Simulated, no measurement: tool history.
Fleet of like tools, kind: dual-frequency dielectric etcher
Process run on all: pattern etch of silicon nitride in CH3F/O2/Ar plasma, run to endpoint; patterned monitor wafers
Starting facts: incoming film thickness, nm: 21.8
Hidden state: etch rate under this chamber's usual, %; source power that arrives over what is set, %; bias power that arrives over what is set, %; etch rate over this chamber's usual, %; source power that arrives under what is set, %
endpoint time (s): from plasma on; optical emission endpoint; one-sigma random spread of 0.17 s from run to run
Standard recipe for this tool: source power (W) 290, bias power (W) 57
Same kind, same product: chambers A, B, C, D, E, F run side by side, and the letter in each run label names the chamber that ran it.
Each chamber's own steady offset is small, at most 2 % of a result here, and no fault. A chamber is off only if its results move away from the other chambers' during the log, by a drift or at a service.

run,hour,source power (W),bias power (W),hours since the last wet clean,hours since the last source power generator calibration,hours since the last bias power generator calibration,endpoint time (s)
1E,5.1,290,57,7.8,1297.5,2885.2,38.672
2D,8.2,290,57,327.3,2832.7,119.5,38.049
3C,12.3,290,57,340.1,2942.9,1360.0,38.893
4A,16.0,290,57,224.4,1451.3,392.7,39.148
# hour 19.5: chamber B: wet clean of the chamber
5F,19.8,250,48,136.8,190.6,2138.1,43.220
6B,24.6,250,48,5.1,3164.7,948.4,43.107
7E,29.1,250,48,31.8,1321.5,2909.2,43.086
8A,31.8,250,48,240.2,1467.1,408.5,43.463
9C,34.1,250,48,361.9,2964.7,1381.8,43.324
10B,37.8,250,48,18.3,3177.9,961.6,43.397
11F,41.4,290,57,158.4,212.2,2159.7,38.301
12D,43.8,290,57,362.9,2868.3,155.1,38.004
13A,47.8,290,57,256.2,1483.1,424.5,38.814
14E,50.4,290,57,53.1,1342.8,2930.5,38.402
15D,54.9,290,57,374.0,2879.4,166.2,37.847
16C,59.2,290,57,387.0,2989.8,1406.9,38.726
17B,61.7,290,57,42.2,3201.8,985.5,39.023
18F,64.7,290,57,181.7,235.5,2183.0,38.130
19E,67.9,290,57,70.6,1360.3,2948.0,38.634
20A,70.5,320,57,278.9,1505.8,447.2,37.324
21D,73.0,320,57,392.1,2897.5,184.3,36.332
22C,76.1,320,57,403.9,3006.7,1423.8,37.332
23B,80.0,320,57,60.5,3220.1,1003.8,37.345
24F,82.8,320,57,199.8,253.6,2201.1,37.180
# hour 85.7: chamber D: wet clean of the chamber
25E,86.4,320,57,89.1,1378.8,2966.5,36.843
26D,89.0,290,57,3.3,2913.5,200.3,37.075
27B,92.3,290,57,72.8,3232.4,1016.1,38.815
28F,95.7,290,57,212.7,266.5,2214.0,38.585
29C,98.7,290,57,426.5,3029.3,1446.4,38.787
30A,103.1,290,57,311.5,1538.4,479.8,38.538
31D,107.7,290,57,22.0,2932.2,219.0,36.696
32B,111.3,290,57,91.8,3251.4,1035.1,38.421
33F,114.2,290,57,231.2,285.0,2232.5,38.609
34A,119.3,290,57,327.7,1554.6,496.0,38.755
35C,123.3,290,57,451.1,3053.9,1471.0,38.308
36E,127.8,290,57,130.5,1420.2,3007.9,38.538
37F,132.3,290,57,249.3,303.1,2250.6,38.229
38E,137.2,290,57,139.9,1429.6,3017.3,38.377
39B,140.1,290,57,120.6,3280.2,1063.9,38.580
40A,144.0,290,57,352.4,1579.3,520.7,38.494
41C,146.7,290,57,474.5,3077.3,1494.4,38.437
42D,150.5,290,57,64.8,2975.0,261.8,37.195
43E,153.4,290,57,156.1,1445.8,3033.5,38.659
44B,155.7,290,57,136.2,3295.8,1079.5,38.436

Next, every chamber runs the same settings. What will each give?
45A,159.4,290,57,,,,?
45B,159.4,290,57,,,,?
45C,159.4,290,57,,,,?
45D,159.4,290,57,,,,?
45E,159.4,290,57,,,,?
45F,159.4,290,57,,,,?

run,endpoint time (s)
45A,38.632
45B,38.733
45C,38.861
45D,36.836
45E,38.495
45F,38.429

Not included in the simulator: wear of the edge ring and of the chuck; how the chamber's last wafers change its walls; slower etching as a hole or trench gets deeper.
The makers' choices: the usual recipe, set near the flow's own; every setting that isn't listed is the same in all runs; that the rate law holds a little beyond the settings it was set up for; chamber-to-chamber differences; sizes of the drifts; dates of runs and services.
